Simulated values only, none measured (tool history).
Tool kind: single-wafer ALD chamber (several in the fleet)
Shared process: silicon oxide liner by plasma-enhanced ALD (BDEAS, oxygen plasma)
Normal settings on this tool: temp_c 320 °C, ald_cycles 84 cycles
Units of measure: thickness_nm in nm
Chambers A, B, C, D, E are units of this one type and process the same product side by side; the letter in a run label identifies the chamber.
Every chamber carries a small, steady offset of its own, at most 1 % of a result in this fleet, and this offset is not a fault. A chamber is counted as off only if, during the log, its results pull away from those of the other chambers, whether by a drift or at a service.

| run | day | temp_c | ald_cycles | hours since the last thermocouple change | read-back reference wafer on the same gauge, thickness_nm | thickness_nm |
|---|---|---|---|---|---|---|
| 1E | 0.521 | 320 | 84 | 846.5 | 7.6413 | 7.6381 |
| 2C | 1.058 | 320 | 84 | 2048.4 | 7.6414 | 7.5353 |
| 3A | 1.404 | 320 | 84 | 1878.3 | 7.6429 | 7.6526 |
| 4D | 1.946 | 320 | 84 | 1871.3 | 7.6426 | 7.5329 |
| 5B | 2.442 | 320 | 84 | 1339.3 | 7.6445 | 7.5753 |
| 6B | 2.892 | 320 | 84 | 1350.1 | 7.6466 | 7.5937 |
| 7A | 3.242 | 327 | 84 | 1922.4 | 7.6483 | 7.5604 |
| 8E | 3.683 | 327 | 84 | 922.4 | 7.6504 | 7.5557 |
|  | 4.175 | chamber B: thermocouple changed; heater temperature recalibrated |
| 9D | 4.304 | 327 | 84 | 1927.9 | 7.6486 | 7.4653 |
| 10C | 4.692 | 327 | 84 | 2135.6 | 7.6501 | 7.481 |
| 11A | 5.212 | 327 | 84 | 1969.7 | 7.6511 | 7.5662 |
| 12B | 5.667 | 320 | 84 | 35.9 | 7.6522 | 7.6026 |
| 13C | 6.071 | 328 | 72 | 2168.7 | 7.6534 | 6.4056 |
| 14E | 6.567 | 328 | 72 | 991.6 | 7.6545 | 6.4713 |
| 15D | 7.204 | 328 | 72 | 1997.5 | 7.6553 | 6.3982 |
| 16D | 7.654 | 328 | 72 | 2008.3 | 7.6573 | 6.3842 |
| 17E | 8.2 | 328 | 72 | 1030.8 | 7.6563 | 6.4769 |
| 18B | 8.704 | 320 | 84 | 108.8 | 7.6592 | 7.599 |
| 19C | 9.312 | 320 | 84 | 2246.5 | 7.6626 | 7.5459 |
| 20A | 9.933 | 320 | 84 | 2083 | 7.6614 | 7.6603 |
| 21D | 10.3 | 320 | 84 | 2071.8 | 7.6622 | 7.5463 |
| 22B | 10.762 | 320 | 84 | 158.2 | 7.6636 | 7.6146 |
| 23E | 11.092 | 320 | 84 | 1100.2 | 7.6621 | 7.664 |
| 24A | 11.438 | 320 | 84 | 2119.1 | 7.6648 | 7.665 |
| 25C | 12.012 | 320 | 84 | 2311.3 | 7.6672 | 7.5546 |
| 26A | 12.608 | 308 | 73 | 2147.2 | 7.6665 | 6.7603 |
| 27C | 13.029 | 308 | 73 | 2335.7 | 7.6677 | 6.6962 |
| 28E | 13.462 | 308 | 73 | 1157.1 | 7.6684 | 6.7795 |
| 29B | 13.992 | 308 | 73 | 235.7 | 7.6709 | 6.7381 |
| 30D | 14.646 | 308 | 73 | 2176.1 | 7.6722 | 6.6759 |
| 31A | 15.104 | 329 | 75 | 2207.1 | 7.672 | 6.7433 |
| 32D | 15.654 | 329 | 75 | 2200.3 | 7.6728 | 6.6744 |
| 33B | 16.038 | 329 | 75 | 284.8 | 7.6755 | 6.7166 |
| 34E | 16.675 | 329 | 75 | 1234.2 | 7.6744 | 6.7732 |

Next, every chamber runs the same settings. What will each give?
| 35A | 17.146 | 320 | 84 |  |  | ? |
| 35B | 17.146 | 320 | 84 |  |  | ? |
| 35C | 17.146 | 320 | 84 |  |  | ? |
| 35D | 17.146 | 320 | 84 |  |  | ? |
| 35E | 17.146 | 320 | 84 |  |  | ? |

| run | thickness_nm |
|---|---|
| 35A | 7.6696 |
| 35B | 7.621 |
| 35C | 7.5966 |
| 35D | 7.5457 |
| 35E | 7.684 |

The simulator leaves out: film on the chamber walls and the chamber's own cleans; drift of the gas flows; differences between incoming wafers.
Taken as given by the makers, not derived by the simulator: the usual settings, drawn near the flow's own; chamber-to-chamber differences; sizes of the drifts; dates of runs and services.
